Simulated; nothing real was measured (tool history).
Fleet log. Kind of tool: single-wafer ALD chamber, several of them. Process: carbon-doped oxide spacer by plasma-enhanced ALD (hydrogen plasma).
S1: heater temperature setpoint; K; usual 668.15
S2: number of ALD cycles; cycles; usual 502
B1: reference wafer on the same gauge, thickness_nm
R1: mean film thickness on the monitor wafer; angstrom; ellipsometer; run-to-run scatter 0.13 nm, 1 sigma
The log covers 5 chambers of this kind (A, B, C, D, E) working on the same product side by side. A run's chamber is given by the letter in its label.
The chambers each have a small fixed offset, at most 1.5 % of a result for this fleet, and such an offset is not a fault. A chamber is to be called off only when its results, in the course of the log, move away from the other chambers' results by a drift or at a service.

{"run": "1E", "hour": 6.1, "S1": 668.15, "S2": 502, "B1": 26.879, "R1": 250.14}
{"run": "2A", "hour": 14.9, "S1": 668.15, "S2": 502, "B1": 26.873, "R1": 254.6}
{"run": "3D", "hour": 24.2, "S1": 668.15, "S2": 502, "B1": 26.894, "R1": 252.84}
{"run": "4C", "hour": 32.5, "S1": 668.15, "S2": 502, "B1": 26.907, "R1": 251.16}
{"run": "5B", "hour": 38.8, "S1": 668.15, "S2": 502, "B1": 26.911, "R1": 251.4}
{"run": "6C", "hour": 46.3, "S1": 677.15, "S2": 502, "B1": 26.89, "R1": 245.63}
{"run": "7B", "hour": 51.2, "S1": 677.15, "S2": 502, "B1": 26.899, "R1": 247.15}
{"run": "8D", "hour": 56.8, "S1": 677.15, "S2": 502, "B1": 26.917, "R1": 246.26}
{"run": "9A", "hour": 65.0, "S1": 677.15, "S2": 502, "B1": 26.927, "R1": 251.57}
{"run": "10E", "hour": 70.4, "S1": 677.15, "S2": 502, "B1": 26.878, "R1": 243.44}
{"run": "11D", "hour": 75.7, "S1": 668.15, "S2": 502, "B1": 26.883, "R1": 252.48}
{"run": "12E", "hour": 81.0, "S1": 654.15, "S2": 459, "B1": 26.919, "R1": 229.01}
{"run": "13B", "hour": 86.2, "S1": 654.15, "S2": 459, "B1": 26.863, "R1": 232.13}
{"run": "14A", "hour": 92.0, "S1": 654.15, "S2": 459, "B1": 26.924, "R1": 231.24}
{"run": "15C", "hour": 96.9, "S1": 654.15, "S2": 459, "B1": 26.882, "R1": 229.88}
{"run": "16B", "hour": 106.5, "S1": 654.15, "S2": 459, "B1": 26.906, "R1": 229.75}
{"run": "17D", "hour": 111.2, "S1": 668.15, "S2": 502, "B1": 26.909, "R1": 255.04}
{"run": "18A", "hour": 118.2, "S1": 668.15, "S2": 502, "B1": 26.914, "R1": 255.61}
{"run": "19C", "hour": 126.1, "S1": 668.15, "S2": 502, "B1": 26.915, "R1": 250.4}
{"run": "20E", "hour": 135.9, "S1": 674.15, "S2": 592, "B1": 26.903, "R1": 291.12}
{"run": "21C", "hour": 141.4, "S1": 674.15, "S2": 592, "B1": 26.918, "R1": 289.77}
{"run": "22A", "hour": 148.6, "S1": 674.15, "S2": 592, "B1": 26.89, "R1": 299.47}
{"run": "23E", "hour": 155.0, "S1": 674.15, "S2": 592, "B1": 26.886, "R1": 289.7}
{"run": "24D", "hour": 164.3, "S1": 674.15, "S2": 592, "B1": 26.902, "R1": 294.78}
{"run": "25B", "hour": 171.5, "S1": 668.15, "S2": 502, "B1": 26.878, "R1": 251.73}
{"run": "26A", "hour": 179.5, "S1": 675.15, "S2": 452, "B1": 26.921, "R1": 226.8}
{"run": "27B", "hour": 186.2, "S1": 675.15, "S2": 452, "B1": 26.889, "R1": 225.03}
{"run": "28E", "hour": 191.4, "S1": 675.15, "S2": 452, "B1": 26.916, "R1": 220.25}
{"run": "29C", "hour": 200.4, "S1": 675.15, "S2": 452, "B1": 26.907, "R1": 219.38}
{"run": "30D", "hour": 206.1, "S1": 675.15, "S2": 452, "B1": 26.9, "R1": 224.39}
{"run": "31A", "hour": 210.6, "S1": 668.15, "S2": 502, "B1": 26.895, "R1": 256.64}
{"run": "32B", "hour": 219.9, "S1": 668.15, "S2": 502, "B1": 26.911, "R1": 253.79}
{"run": "33C", "hour": 224.8, "S1": 668.15, "S2": 502, "B1": 26.894, "R1": 252.0}
{"run": "34E", "hour": 229.2, "S1": 668.15, "S2": 502, "B1": 26.867, "R1": 249.57}
{"run": "35D", "hour": 237.5, "S1": 660.15, "S2": 446, "B1": 26.915, "R1": 226.35}
{"run": "36B", "hour": 246.8, "S1": 660.15, "S2": 446, "B1": 26.909, "R1": 226.28}
{"run": "37A", "hour": 252.3, "S1": 660.15, "S2": 446, "B1": 26.895, "R1": 225.57}
{"run": "38D", "hour": 258.3, "S1": 660.15, "S2": 446, "B1": 26.903, "R1": 224.64}
{"run": "39E", "hour": 267.9, "S1": 660.15, "S2": 446, "B1": 26.889, "R1": 222.09}
{"run": "40C", "hour": 273.0, "S1": 668.15, "S2": 502, "B1": 26.908, "R1": 249.6}
{"run": "41C", "hour": 280.1, "S1": 668.15, "S2": 502, "B1": 26.88, "R1": 251.26}

The same settings go to every chamber for the next run, one line per chamber below. Forecast the results for each:
{"run": "42A", "hour": 287.3, "S1": 668.15, "S2": 502, "R1": "?"}
{"run": "42B", "hour": 287.3, "S1": 668.15, "S2": 502, "R1": "?"}
{"run": "42C", "hour": 287.3, "S1": 668.15, "S2": 502, "R1": "?"}
{"run": "42D", "hour": 287.3, "S1": 668.15, "S2": 502, "R1": "?"}
{"run": "42E", "hour": 287.3, "S1": 668.15, "S2": 502, "R1": "?"}

run=42A R1=250.61
run=42B R1=251.89
run=42C R1=251.95
run=42D R1=254.85
run=42E R1=250.24
